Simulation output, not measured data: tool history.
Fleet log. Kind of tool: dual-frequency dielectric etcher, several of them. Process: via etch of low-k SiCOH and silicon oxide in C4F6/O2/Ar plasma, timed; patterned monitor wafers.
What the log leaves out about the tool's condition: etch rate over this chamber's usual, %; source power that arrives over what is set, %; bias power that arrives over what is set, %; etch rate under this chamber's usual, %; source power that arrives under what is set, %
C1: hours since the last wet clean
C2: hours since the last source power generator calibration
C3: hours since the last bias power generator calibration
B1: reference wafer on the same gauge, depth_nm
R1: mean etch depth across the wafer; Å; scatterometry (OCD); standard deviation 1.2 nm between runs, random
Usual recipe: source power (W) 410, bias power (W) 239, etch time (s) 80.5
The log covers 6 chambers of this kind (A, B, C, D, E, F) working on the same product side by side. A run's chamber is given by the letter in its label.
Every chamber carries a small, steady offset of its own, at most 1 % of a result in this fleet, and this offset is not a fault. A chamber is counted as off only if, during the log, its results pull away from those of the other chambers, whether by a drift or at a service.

Run 1F, day 0.246: usual settings; C1 423.7; C2 2806.0; C3 1298.9; B1 206.92. Result: R1 2495.9 Å.
Run 2E, day 0.442: usual settings; C1 173.0; C2 757.2; C3 4172.9; B1 207.09. Result: R1 2499.6 Å.
At day 0.754: chamber C: wet clean of the chamber.
Run 3A, day 0.767: usual settings; C1 156.5; C2 600.9; C3 2205.5; B1 207.04. Result: R1 2482.7 Å.
Run 4B, day 0.933: usual settings; C1 629.4; C2 2249.5; C3 1271.2; B1 207.00. Result: R1 2480.6 Å.
Run 5D, day 1.238: usual settings but source power (W) 480, etch time (s) 57.0; C1 370.7; C2 1023.8; C3 3091.9; B1 206.85. Result: R1 1882.9 Å.
Run 6C, day 1.500: usual settings but source power (W) 480, etch time (s) 57.0; C1 17.9; C2 1813.8; C3 747.8; B1 206.98. Result: R1 1879.0 Å.
Run 7E, day 1.700: usual settings but source power (W) 480, etch time (s) 57.0; C1 203.2; C2 787.4; C3 4203.1; B1 206.94. Result: R1 1907.4 Å.
Run 8F, day 2.021: usual settings but source power (W) 480, etch time (s) 57.0; C1 466.3; C2 2848.6; C3 1341.5; B1 206.69. Result: R1 1870.2 Å.
Run 9D, day 2.183: usual settings but source power (W) 480, etch time (s) 57.0; C1 393.4; C2 1046.5; C3 3114.6; B1 206.83. Result: R1 1885.2 Å.
Run 10A, day 2.342: usual settings but source power (W) 480, etch time (s) 57.0; C1 194.3; C2 638.7; C3 2243.3; B1 207.00. Result: R1 1878.5 Å.
Run 11C, day 2.567: usual settings; C1 43.5; C2 1839.4; C3 773.4; B1 206.99. Result: R1 2471.4 Å.
Run 12B, day 2.892: usual settings; C1 676.4; C2 2296.5; C3 1318.2; B1 207.17. Result: R1 2497.6 Å.
Run 13D, day 3.046: usual settings; C1 414.1; C2 1067.2; C3 3135.3; B1 207.22. Result: R1 2500.4 Å.
At day 3.096: chamber B: wet clean of the chamber.
Run 14E, day 3.362: usual settings; C1 243.1; C2 827.3; C3 4243.0; B1 206.91. Result: R1 2508.6 Å.
At day 3.438: chamber F: wet clean of the chamber.
Run 15C, day 3.662: usual settings; C1 69.8; C2 1865.7; C3 799.7; B1 207.04. Result: R1 2458.6 Å.
Run 16F, day 3.904: usual settings; C1 11.3; C2 2893.8; C3 1386.7; B1 206.89. Result: R1 2508.6 Å.
Run 17B, day 4.167: usual settings but bias power (W) 275; C1 25.7; C2 2327.1; C3 1348.8; B1 207.04. Result: R1 2624.8 Å.
Run 18A, day 4.375: usual settings but bias power (W) 275; C1 243.1; C2 687.5; C3 2292.1; B1 207.20. Result: R1 2617.8 Å.
Run 19B, day 4.646: usual settings but bias power (W) 275; C1 37.2; C2 2338.6; C3 1360.3; B1 206.72. Result: R1 2611.3 Å.
Run 20C, day 4.800: usual settings but bias power (W) 275; C1 97.1; C2 1893.0; C3 827.0; B1 207.03. Result: R1 2595.1 Å.
Run 21E, day 5.025: usual settings but bias power (W) 275; C1 283.0; C2 867.2; C3 4282.9; B1 207.10. Result: R1 2655.3 Å.
Run 22A, day 5.308: usual settings but bias power (W) 275; C1 265.5; C2 709.9; C3 2314.5; B1 206.84. Result: R1 2632.5 Å.
Run 23D, day 5.567: usual settings; C1 474.6; C2 1127.7; C3 3195.8; B1 206.90. Result: R1 2511.6 Å.
At day 5.679: chamber A: bias power generator calibrated.
Run 24F, day 5.758: usual settings; C1 55.8; C2 2938.3; C3 1431.2; B1 207.22. Result: R1 2487.8 Å.
Run 25E, day 5.975: usual settings; C1 305.8; C2 890.0; C3 4305.7; B1 206.92. Result: R1 2542.7 Å.
Run 26B, day 6.121: usual settings; C1 72.6; C2 2374.0; C3 1395.7; B1 207.19. Result: R1 2511.4 Å.
Run 27A, day 6.412: usual settings; C1 292.0; C2 736.4; C3 17.7; B1 207.14. Result: R1 2494.0 Å.
Run 28F, day 6.612: usual settings; C1 76.3; C2 2958.8; C3 1451.7; B1 206.86. Result: R1 2491.7 Å.
Run 29D, day 6.892: usual settings; C1 506.4; C2 1159.5; C3 3227.6; B1 206.91. Result: R1 2505.6 Å.
Run 30C, day 7.096: usual settings; C1 152.2; C2 1948.1; C3 882.1; B1 206.91. Result: R1 2487.4 Å.
Run 31A, day 7.304: usual settings; C1 313.4; C2 757.8; C3 39.1; B1 206.98. Result: R1 2493.0 Å.
At day 7.392: chamber D: wet clean of the chamber.
Run 32D, day 7.471: usual settings but bias power (W) 264, etch time (s) 97.0; C1 2.0; C2 1173.4; C3 3241.5; B1 206.84. Result: R1 3124.8 Å.
Run 33F, day 7.742: usual settings but bias power (W) 264, etch time (s) 97.0; C1 103.4; C2 2985.9; C3 1478.8; B1 207.24. Result: R1 3084.0 Å.
Run 34B, day 7.925: usual settings but bias power (W) 264, etch time (s) 97.0; C1 115.9; C2 2417.3; C3 1439.0; B1 206.92. Result: R1 3101.6 Å.
At day 8.133: chamber E: bias power generator calibrated.
Run 35E, day 8.175: usual settings but bias power (W) 264, etch time (s) 97.0; C1 358.6; C2 942.8; C3 1.0; B1 206.94. Result: R1 3254.0 Å.
Run 36C, day 8.438: usual settings but bias power (W) 264, etch time (s) 97.0; C1 184.4; C2 1980.3; C3 914.3; B1 206.99. Result: R1 3080.5 Å.
Run 37C, day 8.617: usual settings but bias power (W) 264, etch time (s) 97.0; C1 188.7; C2 1984.6; C3 918.6; B1 206.92. Result: R1 3105.1 Å.
Run 38B, day 8.946: usual settings; C1 140.4; C2 2441.8; C3 1463.5; B1 206.71. Result: R1 2481.4 Å.
Run 39D, day 9.154: usual settings; C1 42.4; C2 1213.8; C3 3281.9; B1 206.92. Result: R1 2518.4 Å.
Run 40E, day 9.317: usual settings; C1 386.0; C2 970.2; C3 28.4; B1 207.03. Result: R1 2620.1 Å.
Run 41F, day 9.475: usual settings; C1 145.0; C2 3027.5; C3 1520.4; B1 206.90. Result: R1 2494.8 Å.
Run 42A, day 9.667: usual settings; C1 370.1; C2 814.5; C3 95.8; B1 207.01. Result: R1 2525.5 Å.
Run 43F, day 9.958: usual settings but source power (W) 370, etch time (s) 95.5; C1 156.6; C2 3039.1; C3 1532.0; B1 206.81. Result: R1 2813.2 Å.

For the next run the whole fleet of 6 chambers uses the same settings. Give each chamber's results:
Run 44A, day 10.196: usual settings. Result: R1 ?.
Run 44B, day 10.196: usual settings. Result: R1 ?.
Run 44C, day 10.196: usual settings. Result: R1 ?.
Run 44D, day 10.196: usual settings. Result: R1 ?.
Run 44E, day 10.196: usual settings. Result: R1 ?.
Run 44F, day 10.196: usual settings. Result: R1 ?.

run      R1
44A  2495.2
44B  2495.1
44C  2468.7
44D  2499.3
44E  2645.5
44F  2509.1
